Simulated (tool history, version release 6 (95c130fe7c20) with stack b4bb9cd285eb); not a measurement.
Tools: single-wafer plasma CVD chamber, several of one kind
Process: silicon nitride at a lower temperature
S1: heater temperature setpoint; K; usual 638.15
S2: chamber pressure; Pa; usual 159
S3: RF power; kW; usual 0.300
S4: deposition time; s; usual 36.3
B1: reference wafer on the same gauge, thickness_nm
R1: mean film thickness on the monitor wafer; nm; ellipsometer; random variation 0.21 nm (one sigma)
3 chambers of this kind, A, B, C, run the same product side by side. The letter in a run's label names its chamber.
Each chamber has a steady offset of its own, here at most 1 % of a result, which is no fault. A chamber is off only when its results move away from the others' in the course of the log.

| run | hour | S1 | S2 | S3 | S4 | B1 | R1 |
|---|---|---|---|---|---|---|---|
| 1B | 3.5 | 638.15 | 159 | 0.300 | 36.3 | 35.001 | 39.128 |
| 2C | 7.4 | 638.15 | 159 | 0.300 | 36.3 | 35.022 | 38.623 |
| 3A | 9.6 | 638.15 | 159 | 0.300 | 36.3 | 34.939 | 38.579 |
| 4B | 12.5 | 638.15 | 159 | 0.300 | 36.3 | 35.028 | 39.270 |
| 5C | 16.3 | 638.15 | 159 | 0.300 | 36.3 | 34.930 | 38.712 |
| 6A | 20.1 | 638.15 | 159 | 0.300 | 36.3 | 34.958 | 38.807 |
| 7B | 24.1 | 638.15 | 159 | 0.300 | 36.3 | 34.988 | 39.324 |
| 8A | 27.2 | 638.15 | 159 | 0.300 | 36.3 | 35.025 | 38.561 |
| 9C | 31.4 | 638.15 | 159 | 0.300 | 36.3 | 35.009 | 38.919 |
| 10B | 35.6 | 638.15 | 159 | 0.300 | 36.3 | 35.001 | 39.159 |
| 11A | 38.6 | 638.15 | 159 | 0.300 | 36.3 | 35.006 | 38.715 |
| 12C | 42.0 | 638.15 | 159 | 0.300 | 36.3 | 34.998 | 38.826 |
|  | 44.5 | chamber C: thermocouple changed; heater temperature recalibrated |
| 13C | 46.7 | 638.15 | 159 | 0.300 | 36.3 | 34.977 | 38.790 |
| 14A | 48.7 | 638.15 | 159 | 0.300 | 36.3 | 35.040 | 38.353 |
| 15B | 52.8 | 638.15 | 159 | 0.300 | 39.8 | 35.013 | 42.609 |
| 16B | 55.5 | 638.15 | 159 | 0.300 | 39.8 | 34.940 | 42.938 |
| 17A | 59.0 | 638.15 | 159 | 0.300 | 39.8 | 34.990 | 42.342 |
| 18C | 61.3 | 638.15 | 159 | 0.300 | 36.3 | 35.027 | 38.829 |
| 19C | 64.4 | 638.15 | 159 | 0.300 | 40.6 | 35.055 | 43.297 |
| 20B | 66.9 | 638.15 | 159 | 0.300 | 40.6 | 34.989 | 43.839 |
| 21A | 70.3 | 638.15 | 159 | 0.300 | 40.6 | 34.994 | 42.846 |
| 22A | 72.6 | 638.15 | 159 | 0.300 | 36.3 | 34.980 | 38.843 |
| 23C | 77.1 | 632.15 | 147 | 0.300 | 36.3 | 35.012 | 38.119 |
| 24B | 79.5 | 632.15 | 147 | 0.300 | 36.3 | 34.994 | 38.167 |
| 25A | 82.2 | 632.15 | 147 | 0.300 | 36.3 | 35.011 | 37.438 |

Is one chamber off against the others, does the gauge drift, or is nothing wrong? If a chamber is off, say which, and what the likeliest cause is.

No chamber stands off beyond its own small offset, and the gauge holds steady.

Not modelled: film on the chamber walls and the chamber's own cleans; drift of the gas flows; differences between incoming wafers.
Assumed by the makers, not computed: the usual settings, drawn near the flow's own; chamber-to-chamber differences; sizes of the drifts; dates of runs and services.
